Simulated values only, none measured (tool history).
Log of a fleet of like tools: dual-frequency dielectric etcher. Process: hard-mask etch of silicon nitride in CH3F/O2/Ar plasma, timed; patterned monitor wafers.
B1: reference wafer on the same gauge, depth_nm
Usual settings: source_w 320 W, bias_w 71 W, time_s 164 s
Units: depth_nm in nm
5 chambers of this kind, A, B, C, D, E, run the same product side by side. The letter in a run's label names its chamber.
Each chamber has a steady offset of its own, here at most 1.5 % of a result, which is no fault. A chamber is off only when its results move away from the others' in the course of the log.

{"run": "1B", "day": 0.288, "source_w": 320, "bias_w": 71, "time_s": 164, "B1": 85.998, "depth_nm": 105.14}
{"run": "2E", "day": 0.467, "source_w": 320, "bias_w": 71, "time_s": 164, "B1": 85.991, "depth_nm": 106.39}
{"day": 0.804, "done": "chamber B: bias power generator calibrated"}
{"run": "3A", "day": 0.812, "source_w": 320, "bias_w": 71, "time_s": 164, "B1": 86.019, "depth_nm": 105.46}
{"day": 0.962, "done": "chamber A: wet clean of the chamber"}
{"run": "4C", "day": 1.162, "source_w": 320, "bias_w": 71, "time_s": 164, "B1": 86.055, "depth_nm": 104.53}
{"run": "5D", "day": 1.433, "source_w": 320, "bias_w": 71, "time_s": 164, "B1": 86.091, "depth_nm": 104.74}
{"run": "6D", "day": 1.612, "source_w": 320, "bias_w": 71, "time_s": 164, "B1": 86.073, "depth_nm": 104.56}
{"run": "7A", "day": 1.821, "source_w": 320, "bias_w": 71, "time_s": 164, "B1": 86.086, "depth_nm": 105.52}
{"run": "8E", "day": 1.983, "source_w": 320, "bias_w": 71, "time_s": 164, "B1": 86.101, "depth_nm": 105.86}
{"run": "9C", "day": 2.292, "source_w": 320, "bias_w": 71, "time_s": 164, "B1": 86.137, "depth_nm": 104.71}
{"run": "10B", "day": 2.483, "source_w": 320, "bias_w": 71, "time_s": 164, "B1": 86.087, "depth_nm": 105.12}
{"run": "11B", "day": 2.804, "source_w": 320, "bias_w": 71, "time_s": 164, "B1": 86.133, "depth_nm": 105.2}
{"run": "12C", "day": 3.133, "source_w": 320, "bias_w": 71, "time_s": 164, "B1": 86.16, "depth_nm": 104.55}
{"run": "13E", "day": 3.358, "source_w": 320, "bias_w": 71, "time_s": 164, "B1": 86.154, "depth_nm": 106.35}
{"run": "14A", "day": 3.688, "source_w": 320, "bias_w": 71, "time_s": 164, "B1": 86.166, "depth_nm": 105.46}
{"run": "15D", "day": 3.879, "source_w": 320, "bias_w": 71, "time_s": 164, "B1": 86.164, "depth_nm": 104.84}
{"run": "16B", "day": 4.096, "source_w": 320, "bias_w": 71, "time_s": 164, "B1": 86.191, "depth_nm": 105.39}
{"run": "17C", "day": 4.362, "source_w": 320, "bias_w": 71, "time_s": 164, "B1": 86.207, "depth_nm": 104.57}
{"run": "18E", "day": 4.629, "source_w": 320, "bias_w": 71, "time_s": 164, "B1": 86.259, "depth_nm": 106.25}
{"run": "19A", "day": 4.796, "source_w": 320, "bias_w": 71, "time_s": 204, "B1": 86.218, "depth_nm": 131.29}
{"run": "20D", "day": 4.983, "source_w": 320, "bias_w": 71, "time_s": 204, "B1": 86.24, "depth_nm": 130.47}
{"run": "21D", "day": 5.267, "source_w": 320, "bias_w": 71, "time_s": 204, "B1": 86.272, "depth_nm": 130.08}
{"day": 5.362, "done": "chamber B: wet clean of the chamber"}
{"run": "22E", "day": 5.583, "source_w": 320, "bias_w": 71, "time_s": 204, "B1": 86.258, "depth_nm": 132.73}
{"run": "23A", "day": 5.917, "source_w": 320, "bias_w": 71, "time_s": 204, "B1": 86.256, "depth_nm": 131.49}
{"run": "24B", "day": 6.25, "source_w": 350, "bias_w": 84, "time_s": 164, "B1": 86.318, "depth_nm": 115.45}
{"run": "25C", "day": 6.496, "source_w": 350, "bias_w": 84, "time_s": 164, "B1": 86.272, "depth_nm": 115.34}
{"run": "26E", "day": 6.708, "source_w": 350, "bias_w": 84, "time_s": 164, "B1": 86.306, "depth_nm": 116.9}
{"run": "27A", "day": 7.067, "source_w": 350, "bias_w": 84, "time_s": 164, "B1": 86.344, "depth_nm": 115.95}
{"day": 7.325, "done": "chamber E: bias power generator calibrated"}
{"run": "28C", "day": 7.338, "source_w": 350, "bias_w": 84, "time_s": 164, "B1": 86.352, "depth_nm": 115.36}
{"run": "29B", "day": 7.496, "source_w": 340, "bias_w": 84, "time_s": 164, "B1": 86.362, "depth_nm": 114.45}
{"run": "30D", "day": 7.712, "source_w": 340, "bias_w": 84, "time_s": 164, "B1": 86.366, "depth_nm": 113.64}
{"run": "31E", "day": 7.933, "source_w": 340, "bias_w": 84, "time_s": 164, "B1": 86.353, "depth_nm": 115.84}
{"run": "32A", "day": 8.292, "source_w": 340, "bias_w": 84, "time_s": 164, "B1": 86.376, "depth_nm": 114.89}
{"day": 8.454, "done": "chamber E: wet clean of the chamber"}
{"run": "33D", "day": 8.633, "source_w": 340, "bias_w": 84, "time_s": 164, "B1": 86.386, "depth_nm": 113.78}
{"run": "34B", "day": 8.8, "source_w": 320, "bias_w": 71, "time_s": 164, "B1": 86.43, "depth_nm": 105.55}
{"run": "35C", "day": 9.1, "source_w": 320, "bias_w": 71, "time_s": 164, "B1": 86.435, "depth_nm": 104.71}
{"run": "36D", "day": 9.262, "source_w": 320, "bias_w": 71, "time_s": 164, "B1": 86.48, "depth_nm": 105.05}
{"run": "37C", "day": 9.583, "source_w": 320, "bias_w": 71, "time_s": 164, "B1": 86.486, "depth_nm": 105.03}
{"run": "38E", "day": 9.821, "source_w": 320, "bias_w": 71, "time_s": 164, "B1": 86.463, "depth_nm": 106.56}
{"run": "39A", "day": 10.062, "source_w": 320, "bias_w": 71, "time_s": 164, "B1": 86.48, "depth_nm": 105.87}
{"run": "40B", "day": 10.388, "source_w": 320, "bias_w": 71, "time_s": 164, "B1": 86.491, "depth_nm": 105.74}
{"run": "41C", "day": 10.688, "source_w": 320, "bias_w": 71, "time_s": 164, "B1": 86.538, "depth_nm": 104.94}
{"run": "42D", "day": 11.0, "source_w": 320, "bias_w": 71, "time_s": 164, "B1": 86.565, "depth_nm": 105.06}
{"run": "43B", "day": 11.346, "source_w": 320, "bias_w": 71, "time_s": 164, "B1": 86.562, "depth_nm": 105.58}
{"run": "44E", "day": 11.621, "source_w": 320, "bias_w": 71, "time_s": 164, "B1": 86.54, "depth_nm": 106.89}

What goes on in this fleet: one chamber off, a drifting gauge, or nothing beyond the chambers' own small offsets? Name the chamber and the cause, if any.

The gauge drifts, so all chambers seem to drift together. No chamber is off.
Cause: gauge reads high (%) = 0.659.
